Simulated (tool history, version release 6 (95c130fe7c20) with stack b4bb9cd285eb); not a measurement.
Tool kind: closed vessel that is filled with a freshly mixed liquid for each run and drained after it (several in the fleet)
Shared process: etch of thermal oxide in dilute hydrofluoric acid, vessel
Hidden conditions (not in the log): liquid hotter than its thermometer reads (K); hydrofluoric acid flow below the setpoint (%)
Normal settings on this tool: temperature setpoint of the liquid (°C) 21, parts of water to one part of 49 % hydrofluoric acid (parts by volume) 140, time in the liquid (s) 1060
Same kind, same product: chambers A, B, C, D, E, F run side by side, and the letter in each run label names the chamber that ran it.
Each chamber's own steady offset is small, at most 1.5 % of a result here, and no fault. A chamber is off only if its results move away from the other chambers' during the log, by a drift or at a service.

| run | hour | temperature setpoint of the liquid (°C) | parts of water to one part of 49 % hydrofluoric acid (parts by volume) | time in the liquid (s) | hours since the thermometer was replaced | hours since the hydrofluoric acid flow meter was replaced | read-back film thickness of the thermal oxide reference wafer, read on the same gauge (nm) | thickness taken off the thermal oxide on a monitor wafer (Å) |
|---|---|---|---|---|---|---|---|---|
| 1D | 6.9 | 21 | 140 | 1060 | 1242.7 | 924.7 | 89.989 | 301.24 |
| 2C | 16.4 | 21 | 140 | 1060 | 1488.5 | 967.4 | 89.995 | 301.13 |
| 3A | 27.7 | 21 | 140 | 1060 | 715.5 | 463.5 | 89.996 | 303.45 |
| 4E | 37.3 | 21 | 140 | 1060 | 780.0 | 1415.4 | 89.969 | 299.55 |
| 5B | 43.5 | 21 | 140 | 1060 | 370.9 | 632.2 | 90.003 | 306.01 |
| 6F | 50.0 | 21 | 140 | 1060 | 501.1 | 466.6 | 89.949 | 300.33 |
| 7A | 56.1 | 21 | 140 | 1060 | 743.9 | 491.9 | 89.925 | 302.07 |
| 8F | 67.6 | 21 | 140 | 1060 | 518.7 | 484.2 | 89.988 | 300.18 |
| 9D | 77.0 | 21 | 140 | 1060 | 1312.8 | 994.8 | 90.040 | 304.13 |
| 10B | 88.5 | 21 | 140 | 1060 | 415.9 | 677.2 | 90.030 | 305.32 |
| 11E | 96.5 | 21 | 140 | 1645 | 839.2 | 1474.6 | 89.954 | 468.92 |
| 12C | 106.2 | 21 | 140 | 1645 | 1578.3 | 1057.2 | 89.967 | 471.14 |
| 13F | 112.1 | 21 | 140 | 1645 | 563.2 | 528.7 | 90.014 | 468.76 |
| 14D | 118.1 | 21 | 140 | 1645 | 1353.9 | 1035.9 | 90.018 | 469.07 |
| 15E | 128.7 | 21 | 140 | 1645 | 871.4 | 1506.8 | 90.000 | 466.09 |
| 16B | 136.0 | 21 | 140 | 1645 | 463.4 | 724.7 | 90.014 | 473.83 |
| 17A | 142.6 | 21 | 175 | 1060 | 830.4 | 578.4 | 89.968 | 231.58 |
| 18C | 154.1 | 21 | 175 | 1060 | 1626.2 | 1105.1 | 90.023 | 232.50 |
| 19D | 161.8 | 21 | 175 | 1060 | 1397.6 | 1079.6 | 90.037 | 233.04 |
| 20A | 170.9 | 21 | 175 | 1060 | 858.7 | 606.7 | 89.997 | 231.57 |
| 21E | 180.6 | 21 | 175 | 1060 | 923.3 | 1558.7 | 89.993 | 231.47 |
| 22B | 191.9 | 21 | 175 | 1060 | 519.3 | 780.6 | 89.948 | 235.07 |
| 23C | 204.4 | 21 | 140 | 1060 | 1676.5 | 1155.4 | 89.961 | 303.55 |
|  | 206.7 | chamber E: hydrofluoric acid flow meter replaced |
| 24F | 213.2 | 21 | 140 | 1350 | 664.3 | 629.8 | 89.966 | 391.20 |
| 25F | 219.6 | 21 | 140 | 1350 | 670.7 | 636.2 | 89.985 | 391.82 |
| 26E | 228.0 | 21 | 140 | 1350 | 970.7 | 21.4 | 89.993 | 383.99 |
| 27A | 234.8 | 21 | 140 | 1350 | 922.6 | 670.6 | 90.062 | 385.57 |
| 28C | 243.1 | 21 | 140 | 1350 | 1715.2 | 1194.1 | 89.992 | 384.99 |
| 29D | 252.5 | 21 | 140 | 1350 | 1488.3 | 1170.3 | 89.992 | 388.52 |
| 30B | 262.2 | 21 | 140 | 1060 | 589.6 | 850.9 | 89.991 | 306.52 |
| 31C | 270.5 | 21 | 190 | 1330 | 1742.6 | 1221.5 | 89.980 | 262.82 |
| 32F | 282.4 | 21 | 190 | 1330 | 733.5 | 699.0 | 89.974 | 273.23 |
| 33A | 295.8 | 21 | 190 | 1330 | 983.6 | 731.6 | 90.019 | 263.15 |
| 34E | 308.7 | 21 | 190 | 1330 | 1051.4 | 102.1 | 89.971 | 264.29 |
| 35B | 315.5 | 21 | 190 | 1330 | 642.9 | 904.2 | 90.006 | 266.59 |
| 36D | 321.8 | 21 | 190 | 1330 | 1557.6 | 1239.6 | 89.966 | 264.62 |
| 37C | 332.6 | 21 | 140 | 1060 | 1804.7 | 1283.6 | 89.995 | 303.69 |
| 38A | 341.9 | 21 | 140 | 1060 | 1029.7 | 777.7 | 89.966 | 301.76 |
| 39E | 352.4 | 21 | 140 | 1060 | 1095.1 | 145.8 | 90.016 | 300.09 |

Decide between three cases: one chamber stands off from its peers, the gauge reading all wafers drifts, or nothing is wrong past each chamber's small offset. Where a chamber is off, say which and what most likely put it there.

It is chamber F that slowly wanders off from its peers.
Cause: liquid hotter than its thermometer reads (K) = 1.44.
Not necessarily distinguishable in this log from: hydrofluoric acid flow above the setpoint (%).

Which of the 4 candidates below, each the usual settings with something changed and its results left as question marks, puts chamber F back in line with what the other chambers give on the usual settings?
Maximum distance from the other chambers' mean on the usual settings for a result to count as in line: thickness taken off the thermal oxide on a monitor wafer (Å) 4.80
| 40F-1 | 362.1 | 21 | 135 | 1115 |  |  |  | ? |
| 40F-2 | 362.1 | 21 | 140 | 1015 |  |  |  | ? |
| 40F-3 | 362.1 | 21 | 140 | 1110 |  |  |  | ? |
| 40F-4 | 362.1 | 21 | 140 | 965 |  |  |  | ? |

Other chambers, usual settings, mean: thickness taken off the thermal oxide on a monitor wafer (Å) 302.94
| run | thickness taken off the thermal oxide on a monitor wafer (Å) |
|---|---|
| 40F-1 | 349.91 |
| 40F-2 | 305.56 |
| 40F-3 | 334.16 |
| 40F-4 | 290.51 |
The right change is 40F-2: it brings the chamber back within the allowed miss of the others.

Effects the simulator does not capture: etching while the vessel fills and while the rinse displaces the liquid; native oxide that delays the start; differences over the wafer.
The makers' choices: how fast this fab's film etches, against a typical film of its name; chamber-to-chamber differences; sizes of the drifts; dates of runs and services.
